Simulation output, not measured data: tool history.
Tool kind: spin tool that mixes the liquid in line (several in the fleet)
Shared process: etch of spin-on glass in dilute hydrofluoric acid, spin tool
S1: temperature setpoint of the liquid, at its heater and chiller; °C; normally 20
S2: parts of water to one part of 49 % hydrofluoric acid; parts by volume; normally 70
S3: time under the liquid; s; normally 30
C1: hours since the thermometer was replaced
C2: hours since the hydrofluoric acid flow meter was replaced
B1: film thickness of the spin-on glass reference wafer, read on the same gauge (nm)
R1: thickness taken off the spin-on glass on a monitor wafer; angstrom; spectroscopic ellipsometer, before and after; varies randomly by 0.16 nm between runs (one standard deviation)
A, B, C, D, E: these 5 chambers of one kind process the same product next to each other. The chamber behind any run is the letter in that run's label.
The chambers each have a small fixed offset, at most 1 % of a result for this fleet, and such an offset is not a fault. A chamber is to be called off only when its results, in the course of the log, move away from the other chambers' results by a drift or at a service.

| run | hour | S1 | S2 | S3 | C1 | C2 | B1 | R1 |
|---|---|---|---|---|---|---|---|---|
| 1E | 12.3 | 20 | 70 | 30 | 260.9 | 1203.6 | 39.987 | 163.49 |
| 2D | 27.9 | 20 | 70 | 30 | 1214.2 | 1347.5 | 39.996 | 163.5 |
|  | 33.7 | chamber C: thermometer replaced |
|  | 40.7 | chamber D: hydrofluoric acid flow meter replaced |
| 3A | 41.3 | 20 | 70 | 30 | 1387.6 | 175.4 | 40.001 | 162.21 |
| 4C | 52.4 | 20 | 70 | 30 | 18.8 | 451 | 39.984 | 165.19 |
| 5B | 68.4 | 20 | 70 | 30 | 181.1 | 462.3 | 40.014 | 161.48 |
| 6C | 83.3 | 20 | 70 | 30 | 49.7 | 481.9 | 40.008 | 166.31 |
| 7B | 91.2 | 20 | 70 | 30 | 203.9 | 485.1 | 39.974 | 160.44 |
| 8A | 99.5 | 20 | 70 | 30 | 1445.8 | 233.6 | 39.995 | 160.75 |
| 9D | 114.9 | 20 | 70 | 30 | 1301.2 | 74.2 | 39.997 | 162.27 |
| 10E | 127.2 | 20 | 70 | 30 | 375.8 | 1318.5 | 40 | 165.59 |
| 11C | 136.9 | 20 | 70 | 30 | 103.3 | 535.5 | 39.975 | 163.4 |
| 12B | 144.6 | 20 | 70 | 30 | 257.3 | 538.5 | 39.983 | 163.18 |
| 13A | 158.1 | 20 | 70 | 30 | 1504.4 | 292.2 | 40.036 | 162.3 |
| 14E | 172.6 | 20 | 70 | 30 | 421.2 | 1363.9 | 40.008 | 164.38 |
| 15D | 185.7 | 20 | 70 | 30 | 1372 | 145 | 39.99 | 158.99 |
| 16A | 201.8 | 17 | 70 | 30 | 1548.1 | 335.9 | 39.996 | 144.45 |
| 17C | 213.7 | 17 | 70 | 30 | 180.1 | 612.3 | 40.001 | 146.02 |
| 18B | 225.8 | 17 | 70 | 30 | 338.5 | 619.7 | 39.977 | 144.23 |
| 19E | 240.5 | 17 | 70 | 30 | 489.1 | 1431.8 | 40.004 | 137.5 |
| 20D | 255.2 | 17 | 70 | 30 | 1441.5 | 214.5 | 40.003 | 141.61 |
| 21A | 270.2 | 20 | 70 | 30 | 1616.5 | 404.3 | 40.003 | 163.24 |
| 22E | 280.8 | 20 | 70 | 30 | 529.4 | 1472.1 | 39.988 | 155.01 |
| 23C | 293.5 | 20 | 70 | 30 | 259.9 | 692.1 | 39.975 | 162.15 |
|  | 305.7 | chamber E: hydrofluoric acid flow meter replaced |
| 24B | 306.1 | 20 | 100 | 30 | 418.8 | 700 | 39.981 | 110.37 |
| 25D | 316.4 | 20 | 100 | 30 | 1502.7 | 275.7 | 40.012 | 107.44 |
| 26A | 331.8 | 20 | 100 | 30 | 1678.1 | 465.9 | 39.991 | 108.67 |
| 27E | 346.5 | 20 | 100 | 30 | 595.1 | 40.8 | 39.998 | 102.22 |
|  | 350.6 | chamber A: thermometer replaced |
| 28D | 356.3 | 20 | 100 | 30 | 1542.6 | 315.6 | 40.005 | 107.74 |
| 29B | 371.1 | 20 | 70 | 30 | 483.8 | 765 | 40.029 | 163.71 |
| 30C | 381.7 | 20 | 70 | 30 | 348.1 | 780.3 | 39.974 | 163.02 |
| 31D | 396.8 | 20 | 70 | 30 | 1583.1 | 356.1 | 39.998 | 161.36 |
| 32A | 409.4 | 20 | 70 | 30 | 58.8 | 543.5 | 39.99 | 161.12 |
| 33E | 420.4 | 20 | 70 | 30 | 669 | 114.7 | 40.002 | 150.39 |
| 34B | 431.3 | 20 | 70 | 30 | 544 | 825.2 | 39.985 | 164 |
| 35C | 446.1 | 20 | 70 | 30 | 412.5 | 844.7 | 40.004 | 164.26 |
| 36E | 459.3 | 20 | 70 | 30 | 707.9 | 153.6 | 40.01 | 146.62 |
| 37D | 471.5 | 20 | 70 | 30 | 1657.8 | 430.8 | 39.99 | 160.63 |

What goes on in this fleet: one chamber off, a drifting gauge, or nothing beyond the chambers' own small offsets? Name the chamber and the cause, if any.

It is chamber E that slowly wanders off from its peers.
What lies behind it: liquid colder than its thermometer reads (K) = 2.56.

Which of the 4 candidates below, each the usual settings with something changed and its results left as question marks, puts chamber E back in line with what the other chambers give on the usual settings?
Maximum distance from the other chambers' mean on the usual settings for a result to count as in line: R1 5.4 angstrom
| 38E-1 | 483.5 | 20.5 | 65 | 30 |  |  |  | ? |
| 38E-2 | 483.5 | 20 | 85 | 30 |  |  |  | ? |
| 38E-3 | 483.5 | 25 | 70 | 30 |  |  |  | ? |
| 38E-4 | 483.5 | 17.5 | 70 | 30 |  |  |  | ? |

Average result of the remaining chambers running the usual settings: R1 162.08 angstrom
| run | R1 |
|---|---|
| 38E-1 | 161.81 |
| 38E-2 | 117.99 |
| 38E-3 | 179.9 |
| 38E-4 | 131.16 |
It is 38E-1 that realigns the chamber with its peers.

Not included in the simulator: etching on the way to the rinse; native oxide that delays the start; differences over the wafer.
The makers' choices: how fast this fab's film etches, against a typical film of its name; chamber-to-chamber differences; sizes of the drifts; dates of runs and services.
